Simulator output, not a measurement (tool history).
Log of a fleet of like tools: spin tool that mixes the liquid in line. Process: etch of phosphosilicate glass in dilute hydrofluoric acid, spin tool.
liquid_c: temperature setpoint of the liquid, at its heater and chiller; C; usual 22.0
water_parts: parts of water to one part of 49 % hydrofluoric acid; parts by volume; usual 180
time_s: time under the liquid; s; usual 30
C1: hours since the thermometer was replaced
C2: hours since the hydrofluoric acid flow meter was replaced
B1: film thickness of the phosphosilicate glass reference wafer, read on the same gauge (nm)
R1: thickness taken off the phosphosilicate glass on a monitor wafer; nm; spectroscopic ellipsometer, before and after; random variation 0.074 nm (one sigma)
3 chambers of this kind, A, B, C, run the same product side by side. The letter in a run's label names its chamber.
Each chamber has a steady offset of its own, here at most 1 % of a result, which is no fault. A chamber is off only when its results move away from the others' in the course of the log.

run 1C day=0.304 | liquid_c=22.0 water_parts=180 time_s=30 | C1=156.2 C2=184.9 | B1=29.996 | R1=8.5244
run 2A day=0.612 | liquid_c=22.0 water_parts=180 time_s=30 | C1=218.4 C2=744.0 | B1=29.998 | R1=8.5257
run 3B day=0.958 | liquid_c=22.0 water_parts=180 time_s=30 | C1=1161.4 C2=523.3 | B1=29.999 | R1=8.5367
run 4A day=1.308 | liquid_c=22.0 water_parts=180 time_s=30 | C1=235.1 C2=760.7 | B1=30.010 | R1=8.4472
-- day=1.388 chamber B: thermometer replaced
run 5B day=1.500 | liquid_c=22.0 water_parts=180 time_s=30 | C1=2.8 C2=536.3 | B1=30.002 | R1=8.6285
run 6C day=1.662 | liquid_c=22.0 water_parts=180 time_s=30 | C1=188.8 C2=217.5 | B1=30.009 | R1=8.4512
run 7C day=1.933 | liquid_c=22.0 water_parts=180 time_s=30 | C1=195.3 C2=224.0 | B1=29.991 | R1=8.4196
run 8A day=2.212 | liquid_c=22.0 water_parts=180 time_s=30 | C1=256.8 C2=782.4 | B1=30.002 | R1=8.6651
run 9B day=2.375 | liquid_c=22.0 water_parts=180 time_s=30 | C1=23.8 C2=557.3 | B1=30.007 | R1=8.5110
run 10B day=2.533 | liquid_c=22.0 water_parts=180 time_s=30 | C1=27.6 C2=561.1 | B1=29.989 | R1=8.5402
run 11C day=2.754 | liquid_c=22.0 water_parts=180 time_s=30 | C1=215.0 C2=243.7 | B1=29.996 | R1=8.4396
run 12A day=3.050 | liquid_c=22.0 water_parts=180 time_s=30 | C1=276.9 C2=802.5 | B1=30.000 | R1=8.4724
run 13C day=3.388 | liquid_c=22.0 water_parts=180 time_s=30 | C1=230.2 C2=258.9 | B1=30.045 | R1=8.4909
run 14B day=3.592 | liquid_c=22.0 water_parts=180 time_s=30 | C1=53.0 C2=586.5 | B1=30.022 | R1=8.5467
run 15A day=3.929 | liquid_c=22.0 water_parts=180 time_s=30 | C1=298.0 C2=823.6 | B1=30.010 | R1=8.4268
run 16B day=4.250 | liquid_c=22.0 water_parts=180 time_s=30 | C1=68.8 C2=602.3 | B1=29.997 | R1=8.6754
run 17A day=4.554 | liquid_c=22.0 water_parts=180 time_s=30 | C1=313.0 C2=838.6 | B1=30.006 | R1=8.5247
run 18C day=4.862 | liquid_c=22.0 water_parts=180 time_s=30 | C1=265.6 C2=294.3 | B1=29.982 | R1=8.3401
run 19C day=5.112 | liquid_c=22.0 water_parts=180 time_s=30 | C1=271.6 C2=300.3 | B1=29.990 | R1=8.4219
run 20A day=5.433 | liquid_c=22.0 water_parts=180 time_s=30 | C1=334.1 C2=859.7 | B1=30.023 | R1=8.5354
run 21B day=5.596 | liquid_c=22.0 water_parts=180 time_s=30 | C1=101.1 C2=634.6 | B1=30.013 | R1=8.8169
run 22B day=5.950 | liquid_c=22.0 water_parts=180 time_s=30 | C1=109.6 C2=643.1 | B1=30.006 | R1=9.0555
run 23C day=6.208 | liquid_c=26.5 water_parts=180 time_s=30 | C1=297.9 C2=326.6 | B1=30.014 | R1=10.0250
run 24A day=6.400 | liquid_c=26.5 water_parts=180 time_s=30 | C1=357.3 C2=882.9 | B1=30.014 | R1=10.1670
run 25A day=6.758 | liquid_c=26.5 water_parts=180 time_s=30 | C1=365.9 C2=891.5 | B1=29.984 | R1=10.1510
run 26B day=6.975 | liquid_c=22.0 water_parts=180 time_s=30 | C1=134.2 C2=667.7 | B1=30.020 | R1=9.0910
run 27C day=7.275 | liquid_c=20.5 water_parts=180 time_s=15 | C1=323.5 C2=352.2 | B1=30.005 | R1=3.9396
run 28A day=7.529 | liquid_c=20.5 water_parts=180 time_s=15 | C1=384.4 C2=910.0 | B1=29.972 | R1=3.9694
run 29B day=7.888 | liquid_c=20.5 water_parts=180 time_s=15 | C1=156.1 C2=689.6 | B1=29.998 | R1=4.4322
run 30C day=8.096 | liquid_c=22.0 water_parts=180 time_s=30 | C1=343.2 C2=371.9 | B1=30.015 | R1=8.3863
run 31B day=8.283 | liquid_c=22.0 water_parts=180 time_s=30 | C1=165.6 C2=699.1 | B1=30.016 | R1=9.5757
run 32C day=8.546 | liquid_c=22.0 water_parts=180 time_s=30 | C1=354.0 C2=382.7 | B1=29.982 | R1=8.3400
run 33A day=8.817 | liquid_c=22.0 water_parts=180 time_s=30 | C1=415.3 C2=940.9 | B1=30.006 | R1=8.5264
run 34B day=9.108 | liquid_c=22.0 water_parts=180 time_s=30 | C1=185.4 C2=718.9 | B1=29.996 | R1=9.3987

What goes on in this fleet: one chamber off, a drifting gauge, or nothing beyond the chambers' own small offsets? Name the chamber and the cause, if any.

Chamber B drifts away from the others.
Cause: hydrofluoric acid flow above the setpoint (%) = 10.5.
The log may not tell that from: liquid hotter than its thermometer reads (K).

Here are 4 candidates for chamber B's next run, each the usual settings with a change, their results left as question marks. Which one brings its results back in line with what the others give on the usual settings?
In line means no further than this from the other chambers' mean on the usual settings: R1 0.2600 nm
run 35B-1 day=9.367 | liquid_c=22.0 water_parts=200 time_s=30 | R1=?
run 35B-2 day=9.367 | liquid_c=22.0 water_parts=160 time_s=30 | R1=?
run 35B-3 day=9.367 | liquid_c=23.5 water_parts=180 time_s=30 | R1=?
run 35B-4 day=9.367 | liquid_c=22.0 water_parts=190 time_s=30 | R1=?

The other chambers' mean on the usual settings: R1 8.4809 nm
run=35B-1 R1=8.4384
run=35B-2 R1=10.9510
run=35B-3 R1=10.1110
run=35B-4 R1=8.9650
35B-1 brings the chamber back in line.
